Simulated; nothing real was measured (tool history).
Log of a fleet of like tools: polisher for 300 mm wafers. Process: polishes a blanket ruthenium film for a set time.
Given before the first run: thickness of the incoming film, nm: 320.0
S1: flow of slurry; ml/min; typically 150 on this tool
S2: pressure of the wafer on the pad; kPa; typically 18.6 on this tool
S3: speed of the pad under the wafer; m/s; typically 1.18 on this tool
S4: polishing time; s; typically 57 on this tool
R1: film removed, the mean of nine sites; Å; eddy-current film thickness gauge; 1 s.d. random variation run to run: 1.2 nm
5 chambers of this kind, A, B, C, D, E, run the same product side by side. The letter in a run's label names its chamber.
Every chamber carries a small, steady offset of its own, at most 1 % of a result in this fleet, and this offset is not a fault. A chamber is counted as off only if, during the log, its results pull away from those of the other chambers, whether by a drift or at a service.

At hour 4.6: chamber C: worn pad replaced by a new one.
At hour 10.6: chamber D: worn pad replaced by a new one.
Run 1C, hour 11.2: usual settings. Result: R1 859.98 Å.
At hour 18.3: chamber E: worn pad replaced by a new one.
At hour 18.9: chamber A: worn pad replaced by a new one.
Run 2D, hour 22.6: usual settings. Result: R1 853.99 Å.
At hour 28.1: chamber B: worn pad replaced by a new one.
Run 3E, hour 30: usual settings. Result: R1 847.73 Å.
Run 4A, hour 39.9: usual settings. Result: R1 841.88 Å.
Run 5B, hour 49: usual settings. Result: R1 857.05 Å.
Run 6E, hour 63.3: usual settings. Result: R1 853.1 Å.
Run 7D, hour 78.2: usual settings but S1 105 ml/min. Result: R1 790.15 Å.
At hour 78.9: chamber C: worn pad replaced by a new one.
At hour 78.9: chamber D: worn pad replaced by a new one.
Run 8B, hour 84.9: usual settings but S1 105 ml/min. Result: R1 811.05 Å.
At hour 96.1: chamber E: worn pad replaced by a new one.
Run 9A, hour 97.6: usual settings but S1 105 ml/min. Result: R1 789.16 Å.
At hour 99.8: chamber A: worn pad replaced by a new one.
Run 10C, hour 106.7: usual settings but S1 105 ml/min. Result: R1 810.91 Å.
Run 11B, hour 120.6: usual settings but S1 105 ml/min. Result: R1 798.39 Å.
Run 12A, hour 133.4: usual settings. Result: R1 840.79 Å.
At hour 135.2: chamber B: worn pad replaced by a new one.
Run 13C, hour 147.6: usual settings but S2 15.2 kPa, S4 63 s. Result: R1 770.21 Å.
At hour 151.4: chamber C: worn pad replaced by a new one.
At hour 154.2: chamber D: worn pad replaced by a new one.
Run 14D, hour 155: usual settings but S2 15.2 kPa, S4 63 s. Result: R1 775.92 Å.
Run 15E, hour 163: usual settings but S2 15.2 kPa, S4 63 s. Result: R1 761.37 Å.
Run 16B, hour 169.7: usual settings but S2 15.2 kPa, S4 63 s. Result: R1 771.32 Å.
At hour 175.8: chamber B: slurry nozzle cleaned.
At hour 176.9: chamber A: worn pad replaced by a new one.
At hour 181.8: chamber E: worn pad replaced by a new one.
Run 17C, hour 184.3: usual settings but S2 15.2 kPa, S4 63 s. Result: R1 762.4 Å.
Run 18D, hour 194: usual settings. Result: R1 860.96 Å.
Run 19A, hour 202.2: usual settings. Result: R1 851.7 Å.
Run 20E, hour 214.1: usual settings. Result: R1 853.65 Å.
At hour 217.8: chamber C: worn pad replaced by a new one.
Run 21A, hour 224.8: usual settings. Result: R1 833.08 Å.
Run 22C, hour 232.9: usual settings. Result: R1 851.47 Å.
At hour 235.8: chamber D: worn pad replaced by a new one.
Run 23B, hour 240.7: usual settings. Result: R1 869.62 Å.
At hour 248.7: chamber B: worn pad replaced by a new one.
At hour 250: chamber A: worn pad replaced by a new one.
Run 24D, hour 251.9: usual settings but S2 14.5 kPa. Result: R1 678.43 Å.
At hour 263.7: chamber E: worn pad replaced by a new one.
Run 25E, hour 266.1: usual settings but S2 14.5 kPa. Result: R1 650.87 Å.
At hour 269.7: chamber E: head pressure recalibrated.
Run 26D, hour 280.4: usual settings but S2 14.5 kPa. Result: R1 660.79 Å.
Run 27E, hour 292.9: usual settings but S2 14.5 kPa. Result: R1 671.19 Å.
At hour 295.9: chamber C: worn pad replaced by a new one.
At hour 303.5: chamber D: worn pad replaced by a new one.
Run 28A, hour 303.6: usual settings but S2 14.5 kPa. Result: R1 665.86 Å.
At hour 306.2: chamber D: head pressure recalibrated.
Run 29B, hour 318.8: usual settings but S2 22.1 kPa, S4 68 s. Result: R1 1212.8 Å.
At hour 321.6: chamber A: worn pad replaced by a new one.
Run 30C, hour 334: usual settings but S2 22.1 kPa, S4 68 s. Result: R1 1205.5 Å.
At hour 339.4: chamber E: worn pad replaced by a new one.
Run 31A, hour 344.8: usual settings but S2 22.1 kPa, S4 68 s. Result: R1 1203.6 Å.
At hour 347: chamber B: worn pad replaced by a new one.
Run 32D, hour 357.1: usual settings but S2 22.1 kPa, S4 68 s. Result: R1 1238.9 Å.
Run 33E, hour 366: usual settings but S2 22.1 kPa, S4 68 s. Result: R1 1184.7 Å.
At hour 373.9: chamber C: worn pad replaced by a new one.
Run 34B, hour 375.1: usual settings but S1 105 ml/min, S2 22.8 kPa. Result: R1 978.52 Å.
Run 35C, hour 383.4: usual settings but S1 105 ml/min, S2 22.8 kPa. Result: R1 972.43 Å.

The same settings go to every chamber for the next run, one line per chamber below. Forecast the results for each:
Run 36A, hour 394.3: usual settings. Result: R1 ?.
Run 36B, hour 394.3: usual settings. Result: R1 ?.
Run 36C, hour 394.3: usual settings. Result: R1 ?.
Run 36D, hour 394.3: usual settings. Result: R1 ?.
Run 36E, hour 394.3: usual settings. Result: R1 ?.

run      R1
36A  849.43
36B  870.63
36C  870.41
36D  850.98
36E  849.32
